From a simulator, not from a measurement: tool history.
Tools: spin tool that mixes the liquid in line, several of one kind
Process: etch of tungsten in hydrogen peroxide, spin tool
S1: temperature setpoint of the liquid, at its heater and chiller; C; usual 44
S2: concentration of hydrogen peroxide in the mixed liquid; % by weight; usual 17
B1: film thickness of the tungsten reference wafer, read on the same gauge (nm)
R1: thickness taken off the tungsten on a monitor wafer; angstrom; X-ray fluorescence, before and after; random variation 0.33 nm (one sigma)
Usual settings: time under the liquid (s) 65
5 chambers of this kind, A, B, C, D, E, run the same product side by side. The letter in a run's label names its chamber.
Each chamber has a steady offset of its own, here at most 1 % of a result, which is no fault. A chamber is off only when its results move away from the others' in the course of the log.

{"run": "1B", "hour": 2.7, "S1": 44, "S2": 17, "time under the liquid (s)": 65, "B1": 150.01, "R1": 349.34}
{"run": "2E", "hour": 5.7, "S1": 44, "S2": 17, "time under the liquid (s)": 65, "B1": 150.02, "R1": 359.29}
{"run": "3A", "hour": 11.0, "S1": 44, "S2": 17, "time under the liquid (s)": 65, "B1": 150, "R1": 350.6}
{"run": "4D", "hour": 16.4, "S1": 44, "S2": 17, "time under the liquid (s)": 65, "B1": 149.99, "R1": 355.7}
{"run": "5C", "hour": 21.9, "S1": 44, "S2": 17, "time under the liquid (s)": 65, "B1": 149.99, "R1": 355.64}
{"run": "6E", "hour": 27.7, "S1": 44, "S2": 17, "time under the liquid (s)": 65, "B1": 150.01, "R1": 357.09}
{"run": "7D", "hour": 30.9, "S1": 44, "S2": 17, "time under the liquid (s)": 65, "B1": 150.03, "R1": 353.33}
{"run": "8B", "hour": 35.6, "S1": 44, "S2": 17, "time under the liquid (s)": 65, "B1": 150.01, "R1": 348.02}
{"run": "9A", "hour": 38.2, "S1": 44, "S2": 17, "time under the liquid (s)": 65, "B1": 150.01, "R1": 353.08}
{"run": "10C", "hour": 42.8, "S1": 44, "S2": 17, "time under the liquid (s)": 65, "B1": 150, "R1": 349.4}
{"run": "11D", "hour": 47.4, "S1": 44, "S2": 17, "time under the liquid (s)": 40, "B1": 150.01, "R1": 219.9}
{"hour": 52.3, "done": "chamber B: new drum of peroxide connected"}
{"run": "12A", "hour": 52.6, "S1": 44, "S2": 17, "time under the liquid (s)": 40, "B1": 150, "R1": 214.58}
{"run": "13E", "hour": 57.8, "S1": 44, "S2": 17, "time under the liquid (s)": 40, "B1": 149.99, "R1": 223.41}
{"run": "14B", "hour": 61.3, "S1": 44, "S2": 17, "time under the liquid (s)": 40, "B1": 150, "R1": 213.57}
{"run": "15C", "hour": 66.9, "S1": 44, "S2": 17, "time under the liquid (s)": 40, "B1": 150.02, "R1": 207.86}
{"run": "16B", "hour": 70.1, "S1": 44, "S2": 17, "time under the liquid (s)": 30, "B1": 150.01, "R1": 160.16}
{"run": "17C", "hour": 74.1, "S1": 44, "S2": 17, "time under the liquid (s)": 30, "B1": 150, "R1": 156.58}
{"run": "18E", "hour": 78.7, "S1": 44, "S2": 17, "time under the liquid (s)": 30, "B1": 149.99, "R1": 166.37}
{"run": "19A", "hour": 84.2, "S1": 44, "S2": 17, "time under the liquid (s)": 30, "B1": 150.01, "R1": 163.04}
{"run": "20D", "hour": 88.9, "S1": 44, "S2": 17, "time under the liquid (s)": 30, "B1": 150, "R1": 164.66}
{"run": "21C", "hour": 92.5, "S1": 44, "S2": 17, "time under the liquid (s)": 65, "B1": 150.01, "R1": 336.46}
{"run": "22D", "hour": 96.2, "S1": 44, "S2": 17, "time under the liquid (s)": 65, "B1": 149.99, "R1": 360.33}
{"run": "23A", "hour": 101.8, "S1": 44, "S2": 17, "time under the liquid (s)": 65, "B1": 149.99, "R1": 351.21}
{"run": "24B", "hour": 107.4, "S1": 44, "S2": 17, "time under the liquid (s)": 65, "B1": 150.02, "R1": 347.22}
{"run": "25E", "hour": 111.8, "S1": 44, "S2": 17, "time under the liquid (s)": 65, "B1": 150, "R1": 350.92}
{"run": "26A", "hour": 115.0, "S1": 44, "S2": 17, "time under the liquid (s)": 65, "B1": 149.99, "R1": 358.14}
{"run": "27B", "hour": 120.1, "S1": 44, "S2": 17, "time under the liquid (s)": 65, "B1": 149.99, "R1": 351.67}
{"run": "28E", "hour": 125.4, "S1": 44, "S2": 17, "time under the liquid (s)": 65, "B1": 150.01, "R1": 356.9}
{"run": "29C", "hour": 128.3, "S1": 44, "S2": 17, "time under the liquid (s)": 65, "B1": 150.01, "R1": 327.86}
{"run": "30D", "hour": 133.7, "S1": 44, "S2": 17, "time under the liquid (s)": 65, "B1": 150, "R1": 353}
{"run": "31C", "hour": 137.1, "S1": 44, "S2": 17, "time under the liquid (s)": 65, "B1": 150.01, "R1": 333.46}

Is one chamber off against the others, does the gauge drift, or is nothing wrong? If a chamber is off, say which, and what the likeliest cause is.

Chamber C drifts away from the others.
Cause: liquid colder than its thermometer reads (K) = 1.35.
The log may not tell that from: temperature lost on the way to the wafer (K).

Here are 4 candidates for chamber C's next run, each the usual settings with a change, their results left as question marks. Which one brings its results back in line with what the others give on the usual settings?
In line means no further than this from the other chambers' mean on the usual settings: R1 12 angstrom
{"run": "32C-1", "hour": 141.3, "S1": 44, "S2": 17, "time under the liquid (s)": 60, "R1": "?"}
{"run": "32C-2", "hour": 141.3, "S1": 45.5, "S2": 17, "time under the liquid (s)": 65, "R1": "?"}
{"run": "32C-3", "hour": 141.3, "S1": 44, "S2": 18, "time under the liquid (s)": 65, "R1": "?"}
{"run": "32C-4", "hour": 141.3, "S1": 43.5, "S2": 17, "time under the liquid (s)": 65, "R1": "?"}

The other chambers' mean on the usual settings: R1 353 angstrom
run=32C-1 R1=298.58
run=32C-2 R1=355.44
run=32C-3 R1=332.78
run=32C-4 R1=313.26
32C-2 brings the chamber back in line.
